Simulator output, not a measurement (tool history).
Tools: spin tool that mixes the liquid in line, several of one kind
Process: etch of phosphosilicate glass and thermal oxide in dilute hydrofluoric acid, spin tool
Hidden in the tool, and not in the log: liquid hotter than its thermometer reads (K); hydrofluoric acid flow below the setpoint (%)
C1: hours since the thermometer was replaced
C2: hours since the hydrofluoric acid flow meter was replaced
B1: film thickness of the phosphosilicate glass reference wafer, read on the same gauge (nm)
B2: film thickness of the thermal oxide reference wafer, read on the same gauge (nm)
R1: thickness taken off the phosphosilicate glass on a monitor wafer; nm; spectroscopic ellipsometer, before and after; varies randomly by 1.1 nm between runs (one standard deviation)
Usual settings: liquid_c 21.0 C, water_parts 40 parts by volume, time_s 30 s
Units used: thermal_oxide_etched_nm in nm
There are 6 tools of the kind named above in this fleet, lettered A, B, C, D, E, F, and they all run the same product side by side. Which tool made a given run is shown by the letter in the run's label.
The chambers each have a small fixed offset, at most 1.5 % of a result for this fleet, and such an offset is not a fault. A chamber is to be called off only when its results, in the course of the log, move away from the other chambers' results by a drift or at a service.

Run 1E, hour 9.9: usual settings; C1 1403.4; C2 105.9; B1 49.955; B2 130.06. Result: R1 143.54 nm, thermal_oxide_etched_nm 3.3937 nm.
Run 2D, hour 17.1: usual settings; C1 28.0; C2 337.4; B1 50.023; B2 130.00. Result: R1 140.35 nm, thermal_oxide_etched_nm 3.4144 nm.
Run 3C, hour 24.2: usual settings; C1 435.7; C2 341.7; B1 50.026; B2 130.03. Result: R1 143.06 nm, thermal_oxide_etched_nm 3.3878 nm.
At hour 31.5: chamber A: hydrofluoric acid flow meter replaced.
Run 4F, hour 33.4: usual settings; C1 1306.4; C2 337.4; B1 50.006; B2 129.96. Result: R1 146.56 nm, thermal_oxide_etched_nm 3.4729 nm.
Run 5B, hour 37.7: usual settings; C1 1717.0; C2 424.0; B1 50.000; B2 130.01. Result: R1 142.17 nm, thermal_oxide_etched_nm 3.4418 nm.
Run 6A, hour 43.7: usual settings; C1 137.7; C2 12.3; B1 50.069; B2 130.02. Result: R1 142.37 nm, thermal_oxide_etched_nm 3.3745 nm.
Run 7B, hour 50.7: usual settings; C1 1730.0; C2 437.0; B1 50.039; B2 130.04. Result: R1 145.39 nm, thermal_oxide_etched_nm 3.4245 nm.
Run 8D, hour 60.4: usual settings; C1 71.3; C2 380.7; B1 50.005; B2 130.02. Result: R1 141.53 nm, thermal_oxide_etched_nm 3.3768 nm.
Run 9E, hour 66.2: usual settings but liquid_c 23.0 C, water_parts 60 parts by volume; C1 1459.7; C2 162.2; B1 49.999; B2 130.06. Result: R1 102.14 nm, thermal_oxide_etched_nm 2.3845 nm.
Run 10F, hour 73.3: usual settings but liquid_c 23.0 C, water_parts 60 parts by volume; C1 1346.3; C2 377.3; B1 49.983; B2 130.02. Result: R1 102.05 nm, thermal_oxide_etched_nm 2.4404 nm.
Run 11C, hour 78.3: usual settings but liquid_c 23.0 C, water_parts 60 parts by volume; C1 489.8; C2 395.8; B1 50.008; B2 129.98. Result: R1 102.23 nm, thermal_oxide_etched_nm 2.3471 nm.
Run 12A, hour 83.9: usual settings but liquid_c 23.0 C, water_parts 60 parts by volume; C1 177.9; C2 52.5; B1 50.025; B2 130.03. Result: R1 100.42 nm, thermal_oxide_etched_nm 2.3954 nm.
Run 13F, hour 91.7: usual settings but liquid_c 23.0 C, water_parts 60 parts by volume; C1 1364.7; C2 395.7; B1 50.010; B2 129.98. Result: R1 102.11 nm, thermal_oxide_etched_nm 2.4573 nm.
Run 14B, hour 100.6: usual settings but liquid_c 23.0 C, water_parts 60 parts by volume; C1 1779.9; C2 486.9; B1 50.020; B2 130.00. Result: R1 101.10 nm, thermal_oxide_etched_nm 2.4277 nm.
Run 15D, hour 105.9: usual settings but water_parts 45 parts by volume; C1 116.8; C2 426.2; B1 49.989; B2 130.03. Result: R1 126.29 nm, thermal_oxide_etched_nm 2.9578 nm.
Run 16A, hour 115.4: usual settings but water_parts 45 parts by volume; C1 209.4; C2 84.0; B1 50.033; B2 130.02. Result: R1 126.88 nm, thermal_oxide_etched_nm 3.0190 nm.
Run 17E, hour 122.8: usual settings but water_parts 45 parts by volume; C1 1516.3; C2 218.8; B1 50.032; B2 129.99. Result: R1 124.99 nm, thermal_oxide_etched_nm 2.9616 nm.
Run 18C, hour 128.7: usual settings but water_parts 45 parts by volume; C1 540.2; C2 446.2; B1 49.961; B2 130.02. Result: R1 125.17 nm, thermal_oxide_etched_nm 2.9929 nm.
Run 19B, hour 135.4: usual settings but water_parts 45 parts by volume; C1 1814.7; C2 521.7; B1 50.045; B2 130.05. Result: R1 126.22 nm, thermal_oxide_etched_nm 3.0775 nm.
Run 20E, hour 141.5: usual settings but water_parts 45 parts by volume; C1 1535.0; C2 237.5; B1 49.969; B2 130.02. Result: R1 125.76 nm, thermal_oxide_etched_nm 2.9854 nm.
Run 21F, hour 149.4: usual settings but liquid_c 17.5 C; C1 1422.4; C2 453.4; B1 49.998; B2 130.01. Result: R1 125.38 nm, thermal_oxide_etched_nm 2.9365 nm.
Run 22A, hour 157.8: usual settings but liquid_c 17.5 C; C1 251.8; C2 126.4; B1 50.020; B2 129.99. Result: R1 122.03 nm, thermal_oxide_etched_nm 2.9433 nm.
Run 23C, hour 166.7: usual settings but liquid_c 17.5 C; C1 578.2; C2 484.2; B1 49.996; B2 129.97. Result: R1 124.84 nm, thermal_oxide_etched_nm 2.9175 nm.
Run 24D, hour 174.3: usual settings but liquid_c 17.5 C; C1 185.2; C2 494.6; B1 49.986; B2 130.01. Result: R1 122.49 nm, thermal_oxide_etched_nm 2.9067 nm.
Run 25F, hour 179.6: usual settings but liquid_c 17.5 C; C1 1452.6; C2 483.6; B1 49.995; B2 130.00. Result: R1 124.50 nm, thermal_oxide_etched_nm 2.9915 nm.
Run 26A, hour 184.6: usual settings but liquid_c 17.5 C; C1 278.6; C2 153.2; B1 50.007; B2 129.98. Result: R1 123.99 nm, thermal_oxide_etched_nm 2.9790 nm.
Run 27E, hour 189.5: usual settings; C1 1583.0; C2 285.5; B1 50.044; B2 130.06. Result: R1 141.57 nm, thermal_oxide_etched_nm 3.3576 nm.
Run 28C, hour 197.4: usual settings but liquid_c 25.5 C, time_s 20 s; C1 608.9; C2 514.9; B1 50.017; B2 130.04. Result: R1 115.07 nm, thermal_oxide_etched_nm 2.7489 nm.
Run 29D, hour 203.4: usual settings but liquid_c 25.5 C, time_s 20 s; C1 214.3; C2 523.7; B1 50.001; B2 130.02. Result: R1 113.92 nm, thermal_oxide_etched_nm 2.6682 nm.
At hour 207.4: chamber F: thermometer replaced.
Run 30B, hour 212.1: usual settings but liquid_c 25.5 C, time_s 20 s; C1 1891.4; C2 598.4; B1 49.974; B2 129.99. Result: R1 114.58 nm, thermal_oxide_etched_nm 2.7544 nm.
Run 31D, hour 219.9: usual settings but liquid_c 25.5 C, time_s 20 s; C1 230.8; C2 540.2; B1 49.998; B2 130.03. Result: R1 111.66 nm, thermal_oxide_etched_nm 2.6863 nm.
Run 32F, hour 225.5: usual settings but liquid_c 25.5 C, time_s 20 s; C1 18.2; C2 529.5; B1 50.012; B2 130.00. Result: R1 116.89 nm, thermal_oxide_etched_nm 2.7465 nm.
Run 33A, hour 234.9: usual settings but liquid_c 25.5 C, time_s 20 s; C1 328.9; C2 203.5; B1 49.997; B2 129.99. Result: R1 116.08 nm, thermal_oxide_etched_nm 2.7469 nm.
Run 34B, hour 241.3: usual settings; C1 1920.6; C2 627.6; B1 49.985; B2 130.02. Result: R1 142.33 nm, thermal_oxide_etched_nm 3.4644 nm.
Run 35C, hour 247.0: usual settings but liquid_c 25.5 C; C1 658.5; C2 564.5; B1 50.025; B2 130.00. Result: R1 174.45 nm, thermal_oxide_etched_nm 4.0688 nm.
At hour 249.8: chamber E: thermometer replaced.
Run 36E, hour 256.8: usual settings but liquid_c 25.5 C; C1 7.1; C2 352.8; B1 50.016; B2 130.01. Result: R1 171.47 nm, thermal_oxide_etched_nm 4.1283 nm.

Next, all 6 chambers run the settings below, one line each with question marks for the results. What does each chamber give?
Run 37A, hour 263.9: usual settings. Result: R1 ?, thermal_oxide_etched_nm ?.
Run 37B, hour 263.9: usual settings. Result: R1 ?, thermal_oxide_etched_nm ?.
Run 37C, hour 263.9: usual settings. Result: R1 ?, thermal_oxide_etched_nm ?.
Run 37D, hour 263.9: usual settings. Result: R1 ?, thermal_oxide_etched_nm ?.
Run 37E, hour 263.9: usual settings. Result: R1 ?, thermal_oxide_etched_nm ?.
Run 37F, hour 263.9: usual settings. Result: R1 ?, thermal_oxide_etched_nm ?.

run      R1  thermal_oxide_etched_nm
37A  141.67                   3.3914
37B  140.43                   3.4197
37C  143.52                   3.3517
37D  143.27                   3.3502
37E  140.20                   3.4383
37F  144.35                   3.4494
